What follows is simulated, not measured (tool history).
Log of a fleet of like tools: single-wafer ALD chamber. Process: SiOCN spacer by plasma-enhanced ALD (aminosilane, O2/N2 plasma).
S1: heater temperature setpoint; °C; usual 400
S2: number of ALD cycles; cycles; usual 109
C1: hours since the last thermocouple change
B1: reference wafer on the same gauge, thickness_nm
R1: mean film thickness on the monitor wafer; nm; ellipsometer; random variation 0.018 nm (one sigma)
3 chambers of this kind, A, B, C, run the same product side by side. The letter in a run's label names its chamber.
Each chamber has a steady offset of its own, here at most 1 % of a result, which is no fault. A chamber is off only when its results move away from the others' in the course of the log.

Run 1A, hour 7.2: usual settings; C1 465.3; B1 5.4798. Result: R1 6.6147 nm.
Run 2C, hour 13.6: usual settings; C1 742.8; B1 5.4788. Result: R1 6.6118 nm.
Run 3B, hour 20.0: usual settings; C1 749.0; B1 5.4807. Result: R1 6.5705 nm.
Run 4C, hour 28.8: usual settings; C1 758.0; B1 5.4780. Result: R1 6.5621 nm.
Run 5B, hour 38.4: usual settings; C1 767.4; B1 5.4813. Result: R1 6.5813 nm.
Run 6A, hour 46.1: usual settings; C1 504.2; B1 5.4794. Result: R1 6.6149 nm.
Run 7C, hour 52.0: usual settings but S2 123 cycles; C1 781.2; B1 5.4805. Result: R1 7.3980 nm.
Run 8B, hour 58.8: usual settings but S2 123 cycles; C1 787.8; B1 5.4802. Result: R1 7.4555 nm.
Run 9A, hour 67.4: usual settings but S2 123 cycles; C1 525.5; B1 5.4820. Result: R1 7.4844 nm.
Run 10B, hour 72.4: usual settings; C1 801.4; B1 5.4810. Result: R1 6.6094 nm.
Run 11A, hour 82.0: usual settings; C1 540.1; B1 5.4808. Result: R1 6.6502 nm.
Run 12C, hour 91.7: usual settings; C1 820.9; B1 5.4828. Result: R1 6.5621 nm.
Run 13C, hour 96.3: usual settings but S1 390 °C, S2 96 cycles; C1 825.5; B1 5.4787. Result: R1 5.7965 nm.
Run 14B, hour 103.3: usual settings but S1 390 °C, S2 96 cycles; C1 832.3; B1 5.4779. Result: R1 5.7988 nm.
Run 15A, hour 108.4: usual settings but S1 390 °C, S2 96 cycles; C1 566.5; B1 5.4805. Result: R1 5.8467 nm.
Run 16C, hour 118.8: usual settings; C1 848.0; B1 5.4749. Result: R1 6.5845 nm.
Run 17A, hour 128.1: usual settings; C1 586.2; B1 5.4821. Result: R1 6.6027 nm.
Run 18B, hour 137.9: usual settings; C1 866.9; B1 5.4827. Result: R1 6.5901 nm.
Run 19A, hour 147.7: usual settings; C1 605.8; B1 5.4828. Result: R1 6.6396 nm.
Run 20C, hour 156.9: usual settings; C1 886.1; B1 5.4817. Result: R1 6.5788 nm.
Run 21B, hour 161.7: usual settings; C1 890.7; B1 5.4809. Result: R1 6.5640 nm.
Run 22B, hour 166.5: usual settings but S1 414 °C; C1 895.5; B1 5.4787. Result: R1 6.2973 nm.
At hour 170.4: chamber C: thermocouple changed; heater temperature recalibrated.
Run 23C, hour 172.8: usual settings but S1 414 °C; C1 2.5; B1 5.4816. Result: R1 6.2786 nm.
Run 24A, hour 181.3: usual settings but S1 414 °C; C1 639.4; B1 5.4789. Result: R1 6.3096 nm.
Run 25A, hour 187.7: usual settings; C1 645.8; B1 5.4785. Result: R1 6.5879 nm.
Run 26B, hour 192.4: usual settings but S1 409 °C; C1 921.4; B1 5.4773. Result: R1 6.4103 nm.
Run 27C, hour 198.3: usual settings but S1 409 °C; C1 28.0; B1 5.4764. Result: R1 6.3732 nm.
Run 28A, hour 206.3: usual settings but S1 409 °C; C1 664.4; B1 5.4830. Result: R1 6.4502 nm.
Run 29C, hour 212.5: usual settings; C1 42.2; B1 5.4785. Result: R1 6.5501 nm.

What goes on in this fleet: one chamber off, a drifting gauge, or nothing beyond the chambers' own small offsets? Name the chamber and the cause, if any.

No chamber stands off beyond its own small offset, and the gauge holds steady.

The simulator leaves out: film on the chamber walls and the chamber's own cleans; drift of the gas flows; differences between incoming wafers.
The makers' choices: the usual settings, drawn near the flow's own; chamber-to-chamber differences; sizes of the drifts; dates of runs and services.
